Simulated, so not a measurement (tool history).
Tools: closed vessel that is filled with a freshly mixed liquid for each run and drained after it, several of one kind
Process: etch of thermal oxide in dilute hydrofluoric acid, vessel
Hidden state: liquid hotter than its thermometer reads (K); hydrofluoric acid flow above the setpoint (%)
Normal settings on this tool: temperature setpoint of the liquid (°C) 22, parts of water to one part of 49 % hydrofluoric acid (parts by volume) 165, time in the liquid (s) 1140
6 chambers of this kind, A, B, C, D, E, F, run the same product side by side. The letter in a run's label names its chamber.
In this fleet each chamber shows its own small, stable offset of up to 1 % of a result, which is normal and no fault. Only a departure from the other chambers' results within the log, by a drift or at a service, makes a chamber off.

run,hour,temperature setpoint of the liquid (°C),parts of water to one part of 49 % hydrofluoric acid (parts by volume),time in the liquid (s),hours since the thermometer was replaced,hours since the hydrofluoric acid flow meter was replaced,"read-back film thickness of the thermal oxide reference wafer, read on the same gauge (nm)",thickness taken off the thermal oxide on a monitor wafer (angstrom)
1E,7.6,22,165,1140,2046.2,286,60.021,284.87
2B,13.6,22,165,1140,1780.8,269,59.997,282.28
3D,21.7,22,165,1140,88.4,393.7,60.019,286.37
4F,27.5,22,165,1140,910.7,1147.3,60.043,284.76
5A,33.3,22,165,1140,316.9,438.4,60.004,282.39
6C,40,22,165,1140,861.3,1293.9,59.999,284.29
7A,45.9,22,165,1140,329.5,451,60.017,282.06
8D,50.4,22,165,1140,117.1,422.4,59.988,285.34
9F,54.3,22,165,1140,937.5,1174.1,59.994,282.49
10B,58.3,22,165,1140,1825.5,313.7,60.038,283.51
11C,66.2,22,165,1140,887.5,1320.1,59.996,283.1
12E,70.1,22,165,1140,2108.7,348.5,59.997,282.17
13E,75.6,22,165,1140,2114.2,354,60.006,283.84
14C,80.3,22,165,1140,901.6,1334.2,60.05,283.96
15B,84.5,22,165,1140,1851.7,339.9,60.007,283.96
16A,89.4,22,165,1140,373,494.5,59.999,281.1
17D,93.1,22,165,1140,159.8,465.1,60.01,285.18
18F,100.3,22,165,1140,983.5,1220.1,59.997,282.63
19E,104.6,22,165,1140,2143.2,383,59.996,282.47
20D,110.9,22,165,1140,177.6,482.9,60.011,284.63
21A,115.9,22,165,1140,399.5,521,60.003,284.53
22C,120.9,22,165,1140,942.2,1374.8,59.938,284.59
23B,126.2,22,165,1140,1893.4,381.6,59.995,281.45
24F,134.4,22,165,1140,1017.6,1254.2,60.027,282.06
# hour 135.5: chamber D: hydrofluoric acid flow meter replaced
25C,139.5,22,240,1740,960.8,1393.4,59.945,277.01
26A,144.3,22,240,1740,427.9,549.4,59.983,277.84
27F,151,22,240,1740,1034.2,1270.8,60.001,273.13
28B,157.6,22,240,1740,1924.8,413,60.036,275.56
29E,164.6,22,240,1740,2203.2,443,59.991,275.06
30D,172.5,22,240,1740,239.2,37,59.991,279.57
31B,177.5,22,165,1140,1944.7,432.9,59.985,283.57
32A,182,22,165,1140,465.6,587.1,59.992,289.1
33F,189.3,22,165,1140,1072.5,1309.1,59.985,284.89
34E,193.3,22,165,1140,2231.9,471.7,60.021,282.18
35D,199.9,22,165,1140,266.6,64.4,60.013,286.86
36C,203.8,22,165,1140,1025.1,1457.7,59.974,281.74
37A,209,22,165,1140,492.6,614.1,59.983,294.21
38E,214.1,22,165,1140,2252.7,492.5,60.009,282.99
39F,217.7,22,165,1140,1100.9,1337.5,60.017,282.43
40C,221.6,22,165,1140,1042.9,1475.5,60.005,282.5
41B,229,22,165,1140,1996.2,484.4,59.991,284.02
42D,237.2,22,215,1585,303.9,101.7,59.992,290.77

All 6 chambers run these settings next. Forecast each chamber's results:
43A,243.1,22,165,1140,,,,?
43B,243.1,22,165,1140,,,,?
43C,243.1,22,165,1140,,,,?
43D,243.1,22,165,1140,,,,?
43E,243.1,22,165,1140,,,,?
43F,243.1,22,165,1140,,,,?

run,thickness taken off the thermal oxide on a monitor wafer (angstrom)
43A,297.85
43B,281.54
43C,282.89
43D,287.72
43E,281.55
43F,283.29

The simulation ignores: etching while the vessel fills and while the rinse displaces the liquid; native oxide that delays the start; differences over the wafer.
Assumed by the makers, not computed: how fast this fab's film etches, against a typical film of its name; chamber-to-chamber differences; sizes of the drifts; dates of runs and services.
